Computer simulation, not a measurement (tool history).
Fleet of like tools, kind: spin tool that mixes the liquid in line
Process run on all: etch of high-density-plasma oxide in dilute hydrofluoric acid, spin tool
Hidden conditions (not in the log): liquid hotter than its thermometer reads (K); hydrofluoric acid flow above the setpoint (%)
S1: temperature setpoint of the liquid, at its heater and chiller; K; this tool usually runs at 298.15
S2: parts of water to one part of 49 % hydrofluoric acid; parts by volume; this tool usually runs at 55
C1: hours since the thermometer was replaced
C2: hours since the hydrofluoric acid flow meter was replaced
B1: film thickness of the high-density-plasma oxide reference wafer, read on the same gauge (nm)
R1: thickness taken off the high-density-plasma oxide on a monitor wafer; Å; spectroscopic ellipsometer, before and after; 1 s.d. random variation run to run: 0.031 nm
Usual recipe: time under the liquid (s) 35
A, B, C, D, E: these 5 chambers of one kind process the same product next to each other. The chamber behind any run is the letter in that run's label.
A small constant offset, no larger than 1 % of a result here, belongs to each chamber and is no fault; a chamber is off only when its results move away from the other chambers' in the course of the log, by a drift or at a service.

{"run": "1C", "hour": 2.4, "S1": 298.15, "S2": 55, "time under the liquid (s)": 35, "C1": 1374.4, "C2": 470.8, "B1": 100.01, "R1": 43.954}
{"run": "2A", "hour": 6.7, "S1": 298.15, "S2": 55, "time under the liquid (s)": 35, "C1": 220.3, "C2": 1133.4, "B1": 99.981, "R1": 43.926}
{"run": "3D", "hour": 10.4, "S1": 298.15, "S2": 55, "time under the liquid (s)": 35, "C1": 1193.9, "C2": 111.2, "B1": 100.04, "R1": 43.816}
{"run": "4E", "hour": 12.8, "S1": 298.15, "S2": 55, "time under the liquid (s)": 35, "C1": 105.0, "C2": 945.4, "B1": 99.993, "R1": 43.5}
{"run": "5B", "hour": 16.8, "S1": 298.15, "S2": 55, "time under the liquid (s)": 35, "C1": 375.8, "C2": 727.0, "B1": 100.01, "R1": 43.456}
{"run": "6E", "hour": 20.0, "S1": 298.15, "S2": 55, "time under the liquid (s)": 35, "C1": 112.2, "C2": 952.6, "B1": 99.999, "R1": 43.344}
{"run": "7C", "hour": 23.6, "S1": 298.15, "S2": 55, "time under the liquid (s)": 35, "C1": 1395.6, "C2": 492.0, "B1": 100.0, "R1": 44.162}
{"run": "8D", "hour": 26.2, "S1": 298.15, "S2": 55, "time under the liquid (s)": 35, "C1": 1209.7, "C2": 127.0, "B1": 100.04, "R1": 43.556}
{"run": "9B", "hour": 29.7, "S1": 298.15, "S2": 55, "time under the liquid (s)": 35, "C1": 388.7, "C2": 739.9, "B1": 99.984, "R1": 44.356}
{"run": "10A", "hour": 32.6, "S1": 298.15, "S2": 55, "time under the liquid (s)": 35, "C1": 246.2, "C2": 1159.3, "B1": 99.996, "R1": 44.271}
{"run": "11A", "hour": 37.2, "S1": 298.15, "S2": 55, "time under the liquid (s)": 35, "C1": 250.8, "C2": 1163.9, "B1": 100.03, "R1": 43.831}
{"run": "12E", "hour": 39.8, "S1": 298.15, "S2": 55, "time under the liquid (s)": 35, "C1": 132.0, "C2": 972.4, "B1": 100.02, "R1": 43.759}
{"run": "13C", "hour": 43.8, "S1": 298.15, "S2": 55, "time under the liquid (s)": 35, "C1": 1415.8, "C2": 512.2, "B1": 100.03, "R1": 44.453}
{"run": "14B", "hour": 47.7, "S1": 298.15, "S2": 55, "time under the liquid (s)": 35, "C1": 406.7, "C2": 757.9, "B1": 100.02, "R1": 44.036}
{"run": "15D", "hour": 52.2, "S1": 300.65, "S2": 55, "time under the liquid (s)": 35, "C1": 1235.7, "C2": 153.0, "B1": 100.01, "R1": 48.52}
{"run": "16E", "hour": 56.6, "S1": 300.65, "S2": 55, "time under the liquid (s)": 35, "C1": 148.8, "C2": 989.2, "B1": 100.02, "R1": 48.401}
{"run": "17B", "hour": 59.3, "S1": 300.65, "S2": 55, "time under the liquid (s)": 35, "C1": 418.3, "C2": 769.5, "B1": 100.01, "R1": 48.107}
{"run": "18C", "hour": 63.0, "S1": 300.65, "S2": 55, "time under the liquid (s)": 35, "C1": 1435.0, "C2": 531.4, "B1": 99.982, "R1": 49.803}
{"run": "19D", "hour": 66.7, "S1": 300.65, "S2": 55, "time under the liquid (s)": 35, "C1": 1250.2, "C2": 167.5, "B1": 99.981, "R1": 48.214}
{"hour": 70.7, "done": "chamber B: hydrofluoric acid flow meter replaced"}
{"run": "20A", "hour": 71.0, "S1": 298.15, "S2": 55, "time under the liquid (s)": 35, "C1": 284.6, "C2": 1197.7, "B1": 99.995, "R1": 43.926}
{"run": "21B", "hour": 74.6, "S1": 298.15, "S2": 55, "time under the liquid (s)": 35, "C1": 433.6, "C2": 4.0, "B1": 100.02, "R1": 43.631}
{"run": "22C", "hour": 77.6, "S1": 298.15, "S2": 55, "time under the liquid (s)": 35, "C1": 1449.6, "C2": 546.0, "B1": 99.979, "R1": 45.734}
{"hour": 79.2, "done": "chamber A: hydrofluoric acid flow meter replaced"}
{"run": "23D", "hour": 80.1, "S1": 298.15, "S2": 55, "time under the liquid (s)": 35, "C1": 1263.6, "C2": 180.9, "B1": 100.01, "R1": 43.543}
{"run": "24E", "hour": 84.2, "S1": 302.15, "S2": 55, "time under the liquid (s)": 45, "C1": 176.4, "C2": 1016.8, "B1": 99.995, "R1": 66.049}
{"run": "25A", "hour": 87.1, "S1": 302.15, "S2": 55, "time under the liquid (s)": 45, "C1": 300.7, "C2": 8.0, "B1": 100.02, "R1": 66.747}
{"run": "26C", "hour": 90.9, "S1": 302.15, "S2": 55, "time under the liquid (s)": 45, "C1": 1462.9, "C2": 559.3, "B1": 100.03, "R1": 69.5}
{"run": "27B", "hour": 94.3, "S1": 302.15, "S2": 55, "time under the liquid (s)": 45, "C1": 453.3, "C2": 23.7, "B1": 100.0, "R1": 65.944}
{"run": "28E", "hour": 97.7, "S1": 302.15, "S2": 55, "time under the liquid (s)": 45, "C1": 189.9, "C2": 1030.3, "B1": 100.01, "R1": 66.802}
{"run": "29A", "hour": 100.6, "S1": 298.15, "S2": 55, "time under the liquid (s)": 35, "C1": 314.2, "C2": 21.5, "B1": 100.02, "R1": 43.887}
{"run": "30D", "hour": 104.3, "S1": 298.15, "S2": 55, "time under the liquid (s)": 35, "C1": 1287.8, "C2": 205.1, "B1": 100.0, "R1": 44.336}
{"run": "31E", "hour": 108.7, "S1": 298.15, "S2": 55, "time under the liquid (s)": 35, "C1": 200.9, "C2": 1041.3, "B1": 99.995, "R1": 44.163}
{"run": "32D", "hour": 112.6, "S1": 298.15, "S2": 55, "time under the liquid (s)": 35, "C1": 1296.1, "C2": 213.4, "B1": 100.01, "R1": 43.875}

Has any chamber moved away from the others, gradually or after a service, or does the common gauge drift, or do the chambers differ only by their own small steady offsets? State the chamber and the most likely cause if one applies.

Chamber C drifts away from the others.
Likeliest cause: hydrofluoric acid flow above the setpoint (%) = 6.41.
The log might look much the same if the cause were instead: liquid hotter than its thermometer reads (K).

Chamber C could run next with any of the 4 candidate recipes listed below; each alters the usual settings, and their results appear as question marks. Which one brings its results back in line with what the other chambers deliver on the usual settings?
Counts as in line when no further than this from what the other chambers average on the usual settings: R1 1.100 Å
{"run": "33C-1", "hour": 115.9, "S1": 298.65, "S2": 55, "time under the liquid (s)": 40, "R1": "?"}
{"run": "33C-2", "hour": 115.9, "S1": 299.65, "S2": 55, "time under the liquid (s)": 35, "R1": "?"}
{"run": "33C-3", "hour": 115.9, "S1": 296.65, "S2": 55, "time under the liquid (s)": 35, "R1": "?"}
{"run": "33C-4", "hour": 115.9, "S1": 294.65, "S2": 55, "time under the liquid (s)": 35, "R1": "?"}

The mean the other chambers reach with the usual settings: R1 43.839 Å
run=33C-1 R1=54.560
run=33C-2 R1=49.691
run=33C-3 R1=44.041
run=33C-4 R1=40.561
It is 33C-3 that realigns the chamber with its peers.
